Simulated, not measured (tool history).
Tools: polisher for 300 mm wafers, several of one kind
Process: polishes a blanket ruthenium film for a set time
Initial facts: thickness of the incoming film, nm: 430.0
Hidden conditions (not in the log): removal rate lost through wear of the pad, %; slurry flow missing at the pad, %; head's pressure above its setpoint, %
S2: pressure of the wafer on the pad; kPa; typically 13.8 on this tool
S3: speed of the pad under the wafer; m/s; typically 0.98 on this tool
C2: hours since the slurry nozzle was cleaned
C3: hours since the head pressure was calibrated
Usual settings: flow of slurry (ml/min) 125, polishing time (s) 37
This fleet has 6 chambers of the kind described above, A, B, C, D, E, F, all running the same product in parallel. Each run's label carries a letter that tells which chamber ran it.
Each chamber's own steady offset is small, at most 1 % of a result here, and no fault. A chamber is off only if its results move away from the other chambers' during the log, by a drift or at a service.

-- hour=1.8 chamber C: worn pad replaced by a new one
-- hour=8.4 chamber B: head pressure recalibrated
run 1A hour=9.6 | flow_of_slurry_(ml/min)=125 S2=13.8 S3=0.98 polishing_time_(s)=37 | wafers_polished_on_this_pad=172 C2=406.4 C3=383.3 | film_removed_(nm)=35.911
run 2C hour=21.8 | flow_of_slurry_(ml/min)=125 S2=13.8 S3=0.98 polishing_time_(s)=37 | wafers_polished_on_this_pad=330 C2=325.9 C3=35.9 | film_removed_(nm)=35.172
-- hour=24.7 chamber F: worn pad replaced by a new one
-- hour=26.0 chamber B: slurry nozzle cleaned
-- hour=29.3 chamber B: worn pad replaced by a new one
run 3F hour=30.1 | flow_of_slurry_(ml/min)=125 S2=13.8 S3=0.98 polishing_time_(s)=37 | wafers_polished_on_this_pad=89 C2=84.3 C3=272.6 | film_removed_(nm)=35.170
-- hour=34.0 chamber E: worn pad replaced by a new one
run 4D hour=36.5 | flow_of_slurry_(ml/min)=125 S2=13.8 S3=0.98 polishing_time_(s)=37 | wafers_polished_on_this_pad=651 C2=90.1 C3=1073.5 | film_removed_(nm)=35.717
run 5E hour=50.0 | flow_of_slurry_(ml/min)=125 S2=13.8 S3=0.98 polishing_time_(s)=37 | wafers_polished_on_this_pad=265 C2=162.9 C3=797.5 | film_removed_(nm)=35.389
run 6B hour=55.9 | flow_of_slurry_(ml/min)=125 S2=13.8 S3=0.98 polishing_time_(s)=37 | wafers_polished_on_this_pad=439 C2=30.0 C3=47.6 | film_removed_(nm)=35.539
-- hour=61.2 chamber A: worn pad replaced by a new one
-- hour=67.8 chamber C: worn pad replaced by a new one
run 7B hour=67.8 | flow_of_slurry_(ml/min)=125 S2=13.8 S3=0.98 polishing_time_(s)=37 | wafers_polished_on_this_pad=636 C2=41.9 C3=59.5 | film_removed_(nm)=35.018
-- hour=70.2 chamber D: worn pad replaced by a new one
-- hour=76.5 chamber E: head pressure recalibrated
run 8A hour=76.5 | flow_of_slurry_(ml/min)=125 S2=13.8 S3=0.98 polishing_time_(s)=37 | wafers_polished_on_this_pad=253 C2=473.3 C3=450.2 | film_removed_(nm)=35.386
run 9C hour=82.7 | flow_of_slurry_(ml/min)=125 S2=13.8 S3=0.98 polishing_time_(s)=37 | wafers_polished_on_this_pad=245 C2=386.8 C3=96.8 | film_removed_(nm)=35.366
-- hour=84.0 chamber F: worn pad replaced by a new one
run 10F hour=91.3 | flow_of_slurry_(ml/min)=125 S2=13.8 S3=0.98 polishing_time_(s)=37 | wafers_polished_on_this_pad=121 C2=145.5 C3=333.8 | film_removed_(nm)=35.323
-- hour=94.4 chamber B: worn pad replaced by a new one
run 11D hour=99.6 | flow_of_slurry_(ml/min)=125 S2=13.8 S3=0.98 polishing_time_(s)=37 | wafers_polished_on_this_pad=486 C2=153.2 C3=1136.6 | film_removed_(nm)=35.775
-- hour=100.7 chamber E: worn pad replaced by a new one
run 12E hour=105.4 | flow_of_slurry_(ml/min)=125 S2=13.8 S3=0.98 polishing_time_(s)=37 | wafers_polished_on_this_pad=78 C2=218.3 C3=29.0 | film_removed_(nm)=35.729
run 13D hour=113.1 | flow_of_slurry_(ml/min)=125 S2=13.8 S3=0.72 polishing_time_(s)=47 | wafers_polished_on_this_pad=708 C2=166.7 C3=1150.1 | film_removed_(nm)=33.748
run 14B hour=121.7 | flow_of_slurry_(ml/min)=125 S2=13.8 S3=0.72 polishing_time_(s)=47 | wafers_polished_on_this_pad=450 C2=95.8 C3=113.4 | film_removed_(nm)=32.633
run 15F hour=128.0 | flow_of_slurry_(ml/min)=125 S2=13.8 S3=0.72 polishing_time_(s)=47 | wafers_polished_on_this_pad=727 C2=182.2 C3=370.5 | film_removed_(nm)=32.817
-- hour=131.6 chamber C: worn pad replaced by a new one
-- hour=132.8 chamber D: worn pad replaced by a new one
-- hour=135.3 chamber A: worn pad replaced by a new one
run 16A hour=138.6 | flow_of_slurry_(ml/min)=125 S2=13.8 S3=0.72 polishing_time_(s)=47 | wafers_polished_on_this_pad=54 C2=535.4 C3=512.3 | film_removed_(nm)=33.290
run 17C hour=145.5 | flow_of_slurry_(ml/min)=125 S2=13.8 S3=0.72 polishing_time_(s)=47 | wafers_polished_on_this_pad=230 C2=449.6 C3=159.6 | film_removed_(nm)=33.740
-- hour=146.7 chamber F: worn pad replaced by a new one
run 18E hour=157.7 | flow_of_slurry_(ml/min)=125 S2=13.8 S3=0.72 polishing_time_(s)=47 | wafers_polished_on_this_pad=941 C2=270.6 C3=81.3 | film_removed_(nm)=34.104
-- hour=164.6 chamber B: worn pad replaced by a new one
run 19E hour=168.0 | flow_of_slurry_(ml/min)=125 S2=17.2 S3=0.98 polishing_time_(s)=37 | wafers_polished_on_this_pad=1111 C2=280.9 C3=91.6 | film_removed_(nm)=45.141
-- hour=168.4 chamber E: worn pad replaced by a new one
run 20A hour=174.2 | flow_of_slurry_(ml/min)=125 S2=17.2 S3=0.98 polishing_time_(s)=37 | wafers_polished_on_this_pad=642 C2=571.0 C3=547.9 | film_removed_(nm)=46.284
-- hour=183.9 chamber D: head pressure recalibrated
run 21C hour=184.9 | flow_of_slurry_(ml/min)=125 S2=17.2 S3=0.98 polishing_time_(s)=37 | wafers_polished_on_this_pad=880 C2=489.0 C3=199.0 | film_removed_(nm)=44.544
-- hour=194.1 chamber C: worn pad replaced by a new one
-- hour=195.4 chamber D: worn pad replaced by a new one
run 22D hour=196.5 | flow_of_slurry_(ml/min)=125 S2=17.2 S3=0.98 polishing_time_(s)=37 | wafers_polished_on_this_pad=19 C2=250.1 C3=12.7 | film_removed_(nm)=43.868
run 23F hour=202.6 | flow_of_slurry_(ml/min)=125 S2=17.2 S3=0.98 polishing_time_(s)=37 | wafers_polished_on_this_pad=923 C2=256.8 C3=445.1 | film_removed_(nm)=45.058
-- hour=204.3 chamber A: worn pad replaced by a new one
-- hour=205.4 chamber A: slurry nozzle cleaned
run 24B hour=211.4 | flow_of_slurry_(ml/min)=125 S2=17.2 S3=0.98 polishing_time_(s)=37 | wafers_polished_on_this_pad=772 C2=185.5 C3=203.1 | film_removed_(nm)=43.669
run 25C hour=224.1 | flow_of_slurry_(ml/min)=125 S2=13.8 S3=0.72 polishing_time_(s)=37 | wafers_polished_on_this_pad=495 C2=528.2 C3=238.2 | film_removed_(nm)=25.711
-- hour=225.8 chamber F: worn pad replaced by a new one
-- hour=226.8 chamber B: worn pad replaced by a new one
run 26A hour=236.7 | flow_of_slurry_(ml/min)=125 S2=13.8 S3=0.72 polishing_time_(s)=37 | wafers_polished_on_this_pad=534 C2=31.4 C3=610.4 | film_removed_(nm)=26.099
-- hour=237.7 chamber E: worn pad replaced by a new one
run 27E hour=243.5 | flow_of_slurry_(ml/min)=125 S2=13.8 S3=0.72 polishing_time_(s)=37 | wafers_polished_on_this_pad=96 C2=356.4 C3=167.1 | film_removed_(nm)=26.329
-- hour=249.1 chamber F: slurry nozzle cleaned
run 28F hour=255.6 | flow_of_slurry_(ml/min)=125 S2=13.8 S3=0.72 polishing_time_(s)=37 | wafers_polished_on_this_pad=493 C2=6.6 C3=498.1 | film_removed_(nm)=25.948
run 29B hour=266.1 | flow_of_slurry_(ml/min)=125 S2=13.8 S3=0.72 polishing_time_(s)=37 | wafers_polished_on_this_pad=649 C2=240.2 C3=257.8 | film_removed_(nm)=26.212
-- hour=270.5 chamber C: worn pad replaced by a new one
-- hour=273.1 chamber D: worn pad replaced by a new one
run 30D hour=276.2 | flow_of_slurry_(ml/min)=125 S2=13.8 S3=0.72 polishing_time_(s)=37 | wafers_polished_on_this_pad=51 C2=329.8 C3=92.4 | film_removed_(nm)=26.454
-- hour=280.6 chamber A: worn pad replaced by a new one
run 31E hour=283.8 | flow_of_slurry_(ml/min)=125 S2=13.8 S3=0.98 polishing_time_(s)=37 | wafers_polished_on_this_pad=761 C2=396.7 C3=207.4 | film_removed_(nm)=34.999
-- hour=290.4 chamber F: worn pad replaced by a new one
run 32C hour=293.5 | flow_of_slurry_(ml/min)=125 S2=13.8 S3=0.98 polishing_time_(s)=37 | wafers_polished_on_this_pad=381 C2=597.6 C3=307.6 | film_removed_(nm)=35.390
-- hour=295.1 chamber B: worn pad replaced by a new one
run 33A hour=304.1 | flow_of_slurry_(ml/min)=125 S2=13.8 S3=0.98 polishing_time_(s)=37 | wafers_polished_on_this_pad=388 C2=98.8 C3=677.8 | film_removed_(nm)=35.817
run 34D hour=314.1 | flow_of_slurry_(ml/min)=125 S2=13.8 S3=0.98 polishing_time_(s)=37 | wafers_polished_on_this_pad=676 C2=367.7 C3=130.3 | film_removed_(nm)=35.639
run 35B hour=325.0 | flow_of_slurry_(ml/min)=125 S2=13.8 S3=0.78 polishing_time_(s)=37 | wafers_polished_on_this_pad=493 C2=299.1 C3=316.7 | film_removed_(nm)=28.476
-- hour=335.3 chamber D: worn pad replaced by a new one
run 36F hour=335.3 | flow_of_slurry_(ml/min)=125 S2=13.8 S3=0.78 polishing_time_(s)=37 | wafers_polished_on_this_pad=742 C2=86.3 C3=577.8 | film_removed_(nm)=27.806
run 37D hour=347.2 | flow_of_slurry_(ml/min)=125 S2=13.8 S3=0.78 polishing_time_(s)=37 | wafers_polished_on_this_pad=196 C2=400.8 C3=163.4 | film_removed_(nm)=28.607

Each of the 6 chambers runs these same settings next. Fill in every chamber's results:
run 38A hour=356.9 | flow_of_slurry_(ml/min)=125 S2=13.8 S3=0.98 polishing_time_(s)=46 | film_removed_(nm)=?
run 38B hour=356.9 | flow_of_slurry_(ml/min)=125 S2=13.8 S3=0.98 polishing_time_(s)=46 | film_removed_(nm)=?
run 38C hour=356.9 | flow_of_slurry_(ml/min)=125 S2=13.8 S3=0.98 polishing_time_(s)=46 | film_removed_(nm)=?
run 38D hour=356.9 | flow_of_slurry_(ml/min)=125 S2=13.8 S3=0.98 polishing_time_(s)=46 | film_removed_(nm)=?
run 38E hour=356.9 | flow_of_slurry_(ml/min)=125 S2=13.8 S3=0.98 polishing_time_(s)=46 | film_removed_(nm)=?
run 38F hour=356.9 | flow_of_slurry_(ml/min)=125 S2=13.8 S3=0.98 polishing_time_(s)=46 | film_removed_(nm)=?

run=38A film_removed_(nm)=44.379
run=38B film_removed_(nm)=44.055
run=38C film_removed_(nm)=44.050
run=38D film_removed_(nm)=43.904
run=38E film_removed_(nm)=44.294
run=38F film_removed_(nm)=43.903
